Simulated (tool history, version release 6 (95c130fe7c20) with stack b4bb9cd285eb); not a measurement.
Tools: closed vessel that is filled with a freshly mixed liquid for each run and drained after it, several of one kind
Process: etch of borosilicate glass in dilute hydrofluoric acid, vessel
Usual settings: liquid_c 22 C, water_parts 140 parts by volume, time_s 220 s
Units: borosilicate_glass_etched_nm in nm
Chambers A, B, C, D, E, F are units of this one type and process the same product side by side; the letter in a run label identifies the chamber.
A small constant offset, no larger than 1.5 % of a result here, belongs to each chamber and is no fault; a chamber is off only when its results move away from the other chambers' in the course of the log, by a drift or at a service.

run   hour  liquid_c  water_parts  time_s  hours since the thermometer was replaced  hours since the hydrofluoric acid flow meter was replaced  read-back film thickness of the borosilicate glass reference wafer, read on the same gauge (nm)  borosilicate_glass_etched_nm
 1A   10.8        22          140     220                                     746.8                                                      518.6                                                                                           80.001                        42.189
 2B   20.1        22          140     220                                     864.5                                                        500                                                                                           79.993                        42.566
 3F   29.1        22          140     220                                     132.5                                                      391.2                                                                                           80.011                        41.546
 4C   40.6        22          140     220                                    1093.9                                                      180.7                                                                                           79.982                        42.625
 5E   46.7        22          140     300                                     227.5                                                      750.7                                                                                           79.992                        57.245
 6D   53.8        22          140     300                                     779.2                                                     1836.6                                                                                           79.994                        56.644
 7F   65.1        22          140     300                                     168.5                                                      427.2                                                                                           80.027                        57.231
 8C   77.1        22          140     300                                    1130.4                                                      217.2                                                                                           79.981                        57.722
 9A   82.9        22          140     300                                     818.9                                                      590.7                                                                                           80.025                         57.41
10D   89.8        22          140     300                                     815.2                                                     1872.6                                                                                           80.026                        57.239
11E   99.3        18          140     310                                     280.1                                                      803.3                                                                                           80.002                        49.964
12B  106.7        18          140     310                                     951.1                                                      586.6                                                                                           80.007                        51.128
13A  113.7        18          140     310                                     849.7                                                      621.5                                                                                           80.022                        49.988
14F  120.7        18          140     310                                     224.1                                                      482.8                                                                                           79.984                        50.574
15D  126.1        18          140     310                                     851.5                                                     1908.9                                                                                           79.988                        50.355
     127.7  -- chamber A: hydrofluoric acid flow meter replaced
16B  134.8        18          140     310                                     979.2                                                      614.7                                                                                           80.007                        51.344
17E  146.8        22          140     220                                     327.6                                                      850.8                                                                                           80.004                        41.683
18C  153.8        22          140     220                                    1207.1                                                      293.9                                                                                           79.993                        42.221
19D    165        22          140     220                                     890.4                                                     1947.8                                                                                           79.978                        42.062
20C  176.8        22          140     220                                    1230.1                                                      316.9                                                                                           80.007                        42.621
21E  186.3        22          140     220                                     367.1                                                      890.3                                                                                           80.004                        41.785
22F    194        22          140     220                                     297.4                                                      556.1                                                                                           80.014                        42.477
23A  201.9        22          140     220                                     937.9                                                       74.3                                                                                           80.033                         42.13
24B  212.3        22          140     220                                    1056.7                                                      692.2                                                                                           80.012                        42.554
25B  218.9        22          140     275                                    1063.3                                                      698.8                                                                                           79.996                        52.827
26E  225.2        22          140     275                                       406                                                      929.2                                                                                           79.997                         52.04
27D  236.7        22          140     275                                     962.1                                                     2019.5                                                                                           79.981                        52.508
28F  244.4        22          140     275                                     347.8                                                      606.5                                                                                           79.961                         54.34
29A  252.6        22          140     275                                     988.6                                                        125                                                                                           80.007                        52.349
30C  261.4        22          140     275                                    1314.7                                                      401.5                                                                                           80.034                        52.767
31E  269.9        22          140     220                                     450.7                                                      973.9                                                                                           79.992                         41.98
32F  280.4        22          140     220                                     383.8                                                      642.5                                                                                           80.007                        43.838
33A    292        22          140     220                                      1028                                                      164.4                                                                                           80.024                        41.607
34B  298.3        22          140     220                                    1142.7                                                      778.2                                                                                            80.01                        42.446
35D  308.1        22          140     220                                    1033.5                                                     2090.9                                                                                           80.007                        42.213
36C  313.7        22          175     220                                      1367                                                      453.8                                                                                            79.98                        32.365

Does one chamber stand apart from the rest, does the shared gauge drift, or is all well apart from small per-chamber offsets? Give the chamber and the most likely cause, where there is one.

It is chamber F that slowly wanders off from its peers.
Likeliest cause: hydrofluoric acid flow above the setpoint (%) = 4.12.
It could be hard to tell apart here from: liquid hotter than its thermometer reads (K).

Below are 4 candidate recipes for chamber F's next run, each the usual settings with a change, their results shown as question marks. Which of them brings F's results back in line with what the other chambers give on the usual settings?
A result is in line if it is within this distance of the other chambers' mean on the usual settings: borosilicate_glass_etched_nm 0.78 nm
37F-1  322.4        22          135     220                                                                                                                                                                                                                                   ?
37F-2  322.4        22          140     210                                                                                                                                                                                                                                   ?
37F-3  322.4        24          140     220                                                                                                                                                                                                                                   ?
37F-4  322.4        20          140     220                                                                                                                                                                                                                                   ?

Other chambers, usual settings, mean: borosilicate_glass_etched_nm 42.154 nm
  run  borosilicate_glass_etched_nm
37F-1                        45.597
37F-2                        41.768
37F-3                        47.273
37F-4                        40.442
It is 37F-2 that realigns the chamber with its peers.

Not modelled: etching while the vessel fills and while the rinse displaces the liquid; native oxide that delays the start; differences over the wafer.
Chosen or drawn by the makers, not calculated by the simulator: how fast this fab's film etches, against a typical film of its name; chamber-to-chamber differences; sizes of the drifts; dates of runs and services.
